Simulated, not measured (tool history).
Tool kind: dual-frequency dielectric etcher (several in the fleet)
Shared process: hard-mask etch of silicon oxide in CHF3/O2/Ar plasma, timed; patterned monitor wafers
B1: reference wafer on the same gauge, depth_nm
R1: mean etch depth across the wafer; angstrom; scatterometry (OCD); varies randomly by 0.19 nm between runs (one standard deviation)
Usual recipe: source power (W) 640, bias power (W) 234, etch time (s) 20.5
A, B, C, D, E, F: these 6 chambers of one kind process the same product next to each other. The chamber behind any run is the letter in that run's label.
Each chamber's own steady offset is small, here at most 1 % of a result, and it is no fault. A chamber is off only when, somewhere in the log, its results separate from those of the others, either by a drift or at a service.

{"run": "1A", "hour": 14.5, "source power (W)": 640, "bias power (W)": 234, "etch time (s)": 20.5, "B1": 47.544, "R1": 454.36}
{"hour": 15.2, "done": "chamber C: source power generator calibrated"}
{"hour": 24.4, "done": "chamber C: bias power generator calibrated"}
{"hour": 26.1, "done": "chamber D: wet clean of the chamber"}
{"run": "2B", "hour": 27.4, "source power (W)": 640, "bias power (W)": 234, "etch time (s)": 20.5, "B1": 47.525, "R1": 450.55}
{"run": "3E", "hour": 41.3, "source power (W)": 640, "bias power (W)": 234, "etch time (s)": 20.5, "B1": 47.473, "R1": 453.83}
{"run": "4F", "hour": 50.6, "source power (W)": 640, "bias power (W)": 234, "etch time (s)": 20.5, "B1": 47.525, "R1": 458.26}
{"run": "5D", "hour": 61.5, "source power (W)": 640, "bias power (W)": 234, "etch time (s)": 20.5, "B1": 47.518, "R1": 454.47}
{"run": "6C", "hour": 73.2, "source power (W)": 640, "bias power (W)": 234, "etch time (s)": 20.5, "B1": 47.458, "R1": 455.57}
{"run": "7B", "hour": 88.3, "source power (W)": 640, "bias power (W)": 234, "etch time (s)": 18, "B1": 47.56, "R1": 395.02}
{"hour": 96.1, "done": "chamber E: wet clean of the chamber"}
{"run": "8E", "hour": 96.8, "source power (W)": 640, "bias power (W)": 234, "etch time (s)": 18, "B1": 47.466, "R1": 400.46}
{"run": "9A", "hour": 112.1, "source power (W)": 640, "bias power (W)": 234, "etch time (s)": 18, "B1": 47.502, "R1": 398.73}
{"run": "10D", "hour": 126.9, "source power (W)": 640, "bias power (W)": 234, "etch time (s)": 18, "B1": 47.506, "R1": 397.63}
{"hour": 132.8, "done": "chamber B: bias power generator calibrated"}
{"run": "11F", "hour": 138.9, "source power (W)": 640, "bias power (W)": 234, "etch time (s)": 18, "B1": 47.534, "R1": 401.89}
{"run": "12C", "hour": 147.4, "source power (W)": 640, "bias power (W)": 234, "etch time (s)": 18, "B1": 47.526, "R1": 400.53}
{"run": "13B", "hour": 154.3, "source power (W)": 640, "bias power (W)": 234, "etch time (s)": 20.5, "B1": 47.524, "R1": 449.6}
{"run": "14F", "hour": 164.8, "source power (W)": 500, "bias power (W)": 185, "etch time (s)": 20.5, "B1": 47.493, "R1": 386.33}
{"run": "15E", "hour": 173.1, "source power (W)": 500, "bias power (W)": 185, "etch time (s)": 20.5, "B1": 47.49, "R1": 381.14}
{"run": "16A", "hour": 187.7, "source power (W)": 500, "bias power (W)": 185, "etch time (s)": 20.5, "B1": 47.513, "R1": 380.7}
{"run": "17D", "hour": 197.6, "source power (W)": 500, "bias power (W)": 185, "etch time (s)": 20.5, "B1": 47.494, "R1": 382.4}
{"run": "18C", "hour": 212.6, "source power (W)": 500, "bias power (W)": 185, "etch time (s)": 20.5, "B1": 47.521, "R1": 383.68}
{"run": "19F", "hour": 227.9, "source power (W)": 500, "bias power (W)": 185, "etch time (s)": 20.5, "B1": 47.513, "R1": 385.16}
{"run": "20B", "hour": 241.8, "source power (W)": 640, "bias power (W)": 234, "etch time (s)": 20.5, "B1": 47.512, "R1": 452.6}
{"run": "21A", "hour": 250.7, "source power (W)": 640, "bias power (W)": 234, "etch time (s)": 20.5, "B1": 47.518, "R1": 453.08}
{"hour": 256.1, "done": "chamber F: wet clean of the chamber"}
{"run": "22E", "hour": 258.9, "source power (W)": 640, "bias power (W)": 234, "etch time (s)": 20.5, "B1": 47.515, "R1": 454.18}
{"run": "23D", "hour": 272.7, "source power (W)": 640, "bias power (W)": 234, "etch time (s)": 20.5, "B1": 47.537, "R1": 453.96}
{"run": "24C", "hour": 286.0, "source power (W)": 490, "bias power (W)": 234, "etch time (s)": 18, "B1": 47.489, "R1": 362.27}
{"run": "25F", "hour": 300.0, "source power (W)": 490, "bias power (W)": 234, "etch time (s)": 18, "B1": 47.494, "R1": 363.5}
{"hour": 307.4, "done": "chamber C: wet clean of the chamber"}
{"run": "26A", "hour": 308.4, "source power (W)": 490, "bias power (W)": 234, "etch time (s)": 18, "B1": 47.507, "R1": 356.74}
{"run": "27C", "hour": 323.2, "source power (W)": 490, "bias power (W)": 234, "etch time (s)": 18, "B1": 47.462, "R1": 361.93}
{"hour": 324.1, "done": "chamber A: wet clean of the chamber"}
{"run": "28D", "hour": 331.0, "source power (W)": 490, "bias power (W)": 234, "etch time (s)": 18, "B1": 47.498, "R1": 361.36}
{"run": "29E", "hour": 338.8, "source power (W)": 490, "bias power (W)": 234, "etch time (s)": 18, "B1": 47.483, "R1": 360.73}
{"run": "30B", "hour": 345.9, "source power (W)": 640, "bias power (W)": 234, "etch time (s)": 20.5, "B1": 47.524, "R1": 451.04}
{"run": "31F", "hour": 358.9, "source power (W)": 780, "bias power (W)": 234, "etch time (s)": 20.5, "B1": 47.443, "R1": 494.86}
{"run": "32C", "hour": 369.2, "source power (W)": 780, "bias power (W)": 234, "etch time (s)": 20.5, "B1": 47.456, "R1": 489.64}
{"run": "33A", "hour": 375.8, "source power (W)": 780, "bias power (W)": 234, "etch time (s)": 20.5, "B1": 47.48, "R1": 486.77}
{"run": "34E", "hour": 385.5, "source power (W)": 780, "bias power (W)": 234, "etch time (s)": 20.5, "B1": 47.533, "R1": 491.25}
{"run": "35B", "hour": 400.3, "source power (W)": 780, "bias power (W)": 234, "etch time (s)": 20.5, "B1": 47.487, "R1": 483.83}
{"run": "36D", "hour": 411.9, "source power (W)": 780, "bias power (W)": 234, "etch time (s)": 20.5, "B1": 47.439, "R1": 484.18}
{"hour": 418.1, "done": "chamber B: wet clean of the chamber"}
{"run": "37B", "hour": 421.8, "source power (W)": 640, "bias power (W)": 260, "etch time (s)": 17, "B1": 47.466, "R1": 389.49}

Has any chamber moved away from the others, gradually or after a service, or does the common gauge drift, or do the chambers differ only by their own small steady offsets? State the chamber and the most likely cause if one applies.

Nothing is wrong: each chamber keeps only its own small, steady offset and the gauge holds still.
